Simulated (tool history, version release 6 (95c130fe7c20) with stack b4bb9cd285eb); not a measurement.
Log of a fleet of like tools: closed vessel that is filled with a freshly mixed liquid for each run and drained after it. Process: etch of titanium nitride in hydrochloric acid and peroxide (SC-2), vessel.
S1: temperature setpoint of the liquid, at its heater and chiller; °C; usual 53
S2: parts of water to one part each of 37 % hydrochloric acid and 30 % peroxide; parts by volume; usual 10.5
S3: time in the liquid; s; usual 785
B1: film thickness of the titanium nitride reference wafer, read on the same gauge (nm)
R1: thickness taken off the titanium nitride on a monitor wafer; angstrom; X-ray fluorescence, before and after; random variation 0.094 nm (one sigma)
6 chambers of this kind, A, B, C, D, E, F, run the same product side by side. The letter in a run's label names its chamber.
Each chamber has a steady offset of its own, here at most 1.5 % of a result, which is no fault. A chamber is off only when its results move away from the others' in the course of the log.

run	hour	S1	S2	S3	B1	R1
1B	5.3	53	10.5	785	100.01	267.33
2D	13.8	53	10.5	785	99.96	266.77
3F	19.1	53	10.5	785	100.03	265.81
4A	29.3	53	10.5	785	100.01	264.64
5E	36.3	53	10.5	785	99.994	263.43
6C	47.9	53	10.5	785	100.01	265.97
7F	59.6	53	10.5	785	100.02	265.06
8E	67.7	53	10.5	785	100.04	267.26
9D	79.2	53	10.5	785	99.981	267
10B	89.9	53	10.5	785	99.978	269.05
11C	97	44.5	10.5	405	100.03	77.296
12A	104.4	44.5	10.5	405	99.97	76.544
# hour 107.7: chamber C: new drum of peroxide connected
13C	110.7	44.5	10.5	405	100.02	77.377
14F	119.1	44.5	10.5	405	99.942	77.867
# hour 124.1: chamber B: chemicals flow meter replaced
15E	130.1	44.5	10.5	405	99.974	77.659
16D	136.9	44.5	10.5	405	100.02	78.575
17B	142.3	53	10.5	785	100.04	269.45
18A	148.9	53	10.5	785	100.02	265.63
19A	161.1	53	10.5	785	99.976	265.84
20F	168.6	53	10.5	785	99.979	266.07
21D	177.6	53	10.5	785	100	267.86
22B	183.3	53	10.5	785	100.03	269.14
23E	188.8	53	10.5	785	99.977	260.95
# hour 189.1: chamber A: new drum of peroxide connected
# hour 190.4: chamber E: thermometer replaced
24C	197.9	61	6.5	785	100.04	646.87
# hour 198.9: chamber D: new drum of peroxide connected
25C	208.2	61	6.5	785	100.01	644.81
26E	219.2	61	6.5	785	99.997	642.54
27D	230.2	61	6.5	785	99.977	651.93
# hour 231.3: chamber B: new drum of peroxide connected
28A	237.4	61	6.5	785	99.994	658.63
29B	246.5	61	6.5	785	99.996	665.22
30F	256.9	53	10.5	785	99.97	264.47
31A	268.6	61.5	10.5	785	99.953	460.16
32F	274.8	61.5	10.5	785	100.02	454.71
33C	286.5	61.5	10.5	785	99.963	456.3
34D	295.4	61.5	10.5	785	100.03	455.08
35E	302.8	61.5	10.5	785	99.999	437.53
# hour 311.8: chamber D: chemicals flow meter replaced
36B	312.1	61.5	10.5	785	99.985	462.5
37F	319.5	53	10.5	785	100.04	266.68
38D	329.8	53	10.5	785	100	264
39B	336.5	53	10.5	785	100.01	269.14
40C	342.4	53	10.5	785	99.988	264.66

Next, every chamber runs the same settings. What will each give?
41A	351.2	53	14.5	785		?
41B	351.2	53	14.5	785		?
41C	351.2	53	14.5	785		?
41D	351.2	53	14.5	785		?
41E	351.2	53	14.5	785		?
41F	351.2	53	14.5	785		?

run	R1
41A	200.81
41B	203.34
41C	201.51
41D	200.91
41E	192.13
41F	201.15
